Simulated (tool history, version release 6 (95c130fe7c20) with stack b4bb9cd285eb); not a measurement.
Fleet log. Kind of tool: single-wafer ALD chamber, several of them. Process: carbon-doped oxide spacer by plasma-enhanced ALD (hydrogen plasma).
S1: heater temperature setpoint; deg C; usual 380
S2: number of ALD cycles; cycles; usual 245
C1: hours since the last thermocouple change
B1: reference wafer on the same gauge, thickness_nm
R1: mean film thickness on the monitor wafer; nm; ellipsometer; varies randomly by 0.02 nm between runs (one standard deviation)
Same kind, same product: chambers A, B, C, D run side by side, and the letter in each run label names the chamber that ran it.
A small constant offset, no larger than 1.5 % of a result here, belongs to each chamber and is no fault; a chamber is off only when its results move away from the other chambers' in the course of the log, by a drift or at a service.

run,day,S1,S2,C1,B1,R1
# day 0.267: chamber B: thermocouple changed; heater temperature recalibrated
1D,0.417,380,245,598.8,10.292,12.136
2A,0.775,380,245,571.4,10.294,12.376
3B,1.142,380,245,21.0,10.294,12.242
4C,1.375,380,245,277.6,10.295,12.299
5B,1.788,389,217,36.5,10.294,10.843
6D,2.117,389,217,639.6,10.287,10.767
7C,2.479,389,217,304.1,10.286,10.868
8A,2.983,389,217,624.4,10.289,10.956
9D,3.317,380,245,668.4,10.279,12.115
10B,3.546,380,245,78.7,10.284,12.246
11C,3.925,380,245,338.8,10.280,12.259
12A,4.392,380,245,658.2,10.280,12.363
13A,4.908,380,245,670.6,10.275,12.356
14D,5.179,380,245,713.1,10.278,12.099
15C,5.504,380,245,376.7,10.273,12.273
16B,5.821,380,245,133.3,10.274,12.225
17B,6.204,380,245,142.5,10.272,12.230
18D,6.517,380,245,745.2,10.269,12.125
19A,7.033,380,245,721.6,10.268,12.356
20C,7.346,380,245,420.9,10.266,12.244
21D,7.729,380,245,774.3,10.259,12.075
22C,8.154,380,245,440.3,10.258,12.267
23A,8.454,370,287,755.7,10.260,14.452
24B,8.792,370,287,204.6,10.256,14.277
25D,9.054,370,287,806.1,10.256,14.154
26C,9.367,370,287,469.4,10.253,14.326
27B,9.738,380,245,227.3,10.250,12.165
28A,10.025,380,245,793.4,10.248,12.355
29A,10.350,380,245,801.2,10.246,12.298
30D,10.792,372,261,847.8,10.250,12.852
31B,11.308,372,261,265.0,10.240,12.966
32C,11.638,372,261,523.9,10.241,12.996
33B,12.088,372,261,283.7,10.243,12.975
34A,12.421,380,245,850.9,10.239,12.358
35C,12.867,380,245,553.4,10.233,12.236
36D,13.375,380,245,909.8,10.232,12.060

One chamber off, gauge drift, or nothing amiss beyond the chambers' own small offsets? If it is a chamber, which one, and what is the likeliest cause?

No chamber is off; the gauge reading every chamber's wafers drifts, which makes the whole fleet appear to move together.
Most likely cause: gauge reads low (%) = 0.672.

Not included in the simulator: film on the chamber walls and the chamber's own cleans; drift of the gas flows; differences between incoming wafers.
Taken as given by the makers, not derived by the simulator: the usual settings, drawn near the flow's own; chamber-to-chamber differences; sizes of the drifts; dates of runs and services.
